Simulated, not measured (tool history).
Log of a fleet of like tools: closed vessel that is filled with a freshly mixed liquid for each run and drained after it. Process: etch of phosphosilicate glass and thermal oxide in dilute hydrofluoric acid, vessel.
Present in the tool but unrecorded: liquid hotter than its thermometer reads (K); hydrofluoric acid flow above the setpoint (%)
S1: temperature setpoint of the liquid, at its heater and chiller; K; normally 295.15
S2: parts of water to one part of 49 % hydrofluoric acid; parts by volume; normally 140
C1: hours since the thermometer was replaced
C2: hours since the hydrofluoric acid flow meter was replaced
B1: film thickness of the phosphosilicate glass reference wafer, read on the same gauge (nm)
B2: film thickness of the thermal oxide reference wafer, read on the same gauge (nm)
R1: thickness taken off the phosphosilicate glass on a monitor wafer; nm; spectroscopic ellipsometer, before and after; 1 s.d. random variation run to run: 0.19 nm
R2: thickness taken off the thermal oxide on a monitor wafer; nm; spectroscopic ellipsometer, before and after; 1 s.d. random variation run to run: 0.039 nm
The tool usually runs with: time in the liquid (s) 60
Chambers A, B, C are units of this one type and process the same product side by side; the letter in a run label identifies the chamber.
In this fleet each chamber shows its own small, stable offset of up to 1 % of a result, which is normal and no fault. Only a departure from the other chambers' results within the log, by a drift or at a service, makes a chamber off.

run 1C hour=6 | S1=295.15 S2=140 time_in_the_liquid_(s)=60 | C1=1686.5 C2=727.3 | B1=29.981 B2=110.01 | R1=50.841 R2=1.8663
run 2B hour=12.6 | S1=295.15 S2=140 time_in_the_liquid_(s)=60 | C1=925.2 C2=791.4 | B1=30.01 B2=110 | R1=50.446 R2=1.7534
run 3A hour=19.6 | S1=295.15 S2=140 time_in_the_liquid_(s)=60 | C1=2409.7 C2=241 | B1=30.017 B2=109.99 | R1=50.6 R2=1.7889
run 4B hour=26.4 | S1=295.15 S2=140 time_in_the_liquid_(s)=60 | C1=939 C2=805.2 | B1=29.991 B2=110.03 | R1=50.553 R2=1.8379
run 5C hour=31.5 | S1=295.15 S2=140 time_in_the_liquid_(s)=60 | C1=1712 C2=752.8 | B1=29.991 B2=110 | R1=50.668 R2=1.8089
run 6A hour=35.8 | S1=295.15 S2=140 time_in_the_liquid_(s)=60 | C1=2425.9 C2=257.2 | B1=29.997 B2=110.02 | R1=50.579 R2=1.7209
run 7C hour=39.6 | S1=295.15 S2=140 time_in_the_liquid_(s)=60 | C1=1720.1 C2=760.9 | B1=30.008 B2=110.05 | R1=50.532 R2=1.7812
run 8A hour=43.2 | S1=293.15 S2=140 time_in_the_liquid_(s)=45 | C1=2433.3 C2=264.6 | B1=30.003 B2=110.06 | R1=34.759 R2=1.2094
run 9B hour=49.4 | S1=293.15 S2=140 time_in_the_liquid_(s)=45 | C1=962 C2=828.2 | B1=30.015 B2=109.96 | R1=34.943 R2=1.227
run 10A hour=56.9 | S1=293.15 S2=140 time_in_the_liquid_(s)=45 | C1=2447 C2=278.3 | B1=29.996 B2=110 | R1=34.974 R2=1.1868
run 11C hour=62.8 | S1=291.65 S2=190 time_in_the_liquid_(s)=60 | C1=1743.3 C2=784.1 | B1=30 B2=110.02 | R1=30.768 R2=1.1111
run 12B hour=68.1 | S1=291.65 S2=190 time_in_the_liquid_(s)=60 | C1=980.7 C2=846.9 | B1=30.008 B2=109.98 | R1=30.785 R2=1.0743
run 13B hour=75.2 | S1=291.65 S2=190 time_in_the_liquid_(s)=60 | C1=987.8 C2=854 | B1=30.015 B2=109.97 | R1=30.899 R2=1.0854
-- hour=80.9 chamber C: hydrofluoric acid flow meter replaced
run 14C hour=82 | S1=295.15 S2=140 time_in_the_liquid_(s)=60 | C1=1762.5 C2=1.2 | B1=29.999 B2=110.02 | R1=50.549 R2=1.791
run 15A hour=89.4 | S1=295.15 S2=140 time_in_the_liquid_(s)=60 | C1=2479.5 C2=310.8 | B1=29.999 B2=109.96 | R1=50.436 R2=1.7994
run 16B hour=97.1 | S1=295.15 S2=140 time_in_the_liquid_(s)=60 | C1=1009.7 C2=875.9 | B1=29.99 B2=110.01 | R1=50.213 R2=1.8095
-- hour=97.6 chamber A: thermometer replaced
run 17A hour=102.9 | S1=295.15 S2=140 time_in_the_liquid_(s)=60 | C1=5.3 C2=324.3 | B1=29.982 B2=110.02 | R1=50.783 R2=1.747
run 18C hour=110.3 | S1=295.15 S2=140 time_in_the_liquid_(s)=60 | C1=1790.8 C2=29.5 | B1=29.991 B2=110.01 | R1=50.856 R2=1.7231
run 19A hour=116.3 | S1=295.15 S2=140 time_in_the_liquid_(s)=90 | C1=18.7 C2=337.7 | B1=30.016 B2=109.97 | R1=75.821 R2=2.5367
run 20B hour=119.9 | S1=295.15 S2=140 time_in_the_liquid_(s)=90 | C1=1032.5 C2=898.7 | B1=30 B2=110.01 | R1=75.965 R2=2.6322
run 21C hour=127.4 | S1=295.15 S2=140 time_in_the_liquid_(s)=90 | C1=1807.9 C2=46.6 | B1=30.003 B2=110.05 | R1=75.968 R2=2.6447
run 22A hour=135.2 | S1=295.15 S2=140 time_in_the_liquid_(s)=60 | C1=37.6 C2=356.6 | B1=29.985 B2=109.97 | R1=50.481 R2=1.8185
run 23B hour=139 | S1=295.15 S2=140 time_in_the_liquid_(s)=60 | C1=1051.6 C2=917.8 | B1=29.992 B2=109.98 | R1=50.83 R2=1.802
run 24C hour=144.3 | S1=295.15 S2=140 time_in_the_liquid_(s)=60 | C1=1824.8 C2=63.5 | B1=29.993 B2=109.99 | R1=50.831 R2=1.8498
run 25B hour=148.9 | S1=295.15 S2=140 time_in_the_liquid_(s)=60 | C1=1061.5 C2=927.7 | B1=30.011 B2=110.04 | R1=50.247 R2=1.7285
run 26C hour=156.5 | S1=295.15 S2=140 time_in_the_liquid_(s)=60 | C1=1837 C2=75.7 | B1=30.001 B2=110.01 | R1=50.302 R2=1.8308

Next, every chamber runs the same settings. What will each give?
run 27A hour=162.3 | S1=295.15 S2=140 time_in_the_liquid_(s)=75 | R1=? R2=?
run 27B hour=162.3 | S1=295.15 S2=140 time_in_the_liquid_(s)=75 | R1=? R2=?
run 27C hour=162.3 | S1=295.15 S2=140 time_in_the_liquid_(s)=75 | R1=? R2=?

run=27A R1=63.027 R2=2.1956
run=27B R1=63.456 R2=2.2737
run=27C R1=63.575 R2=2.2024

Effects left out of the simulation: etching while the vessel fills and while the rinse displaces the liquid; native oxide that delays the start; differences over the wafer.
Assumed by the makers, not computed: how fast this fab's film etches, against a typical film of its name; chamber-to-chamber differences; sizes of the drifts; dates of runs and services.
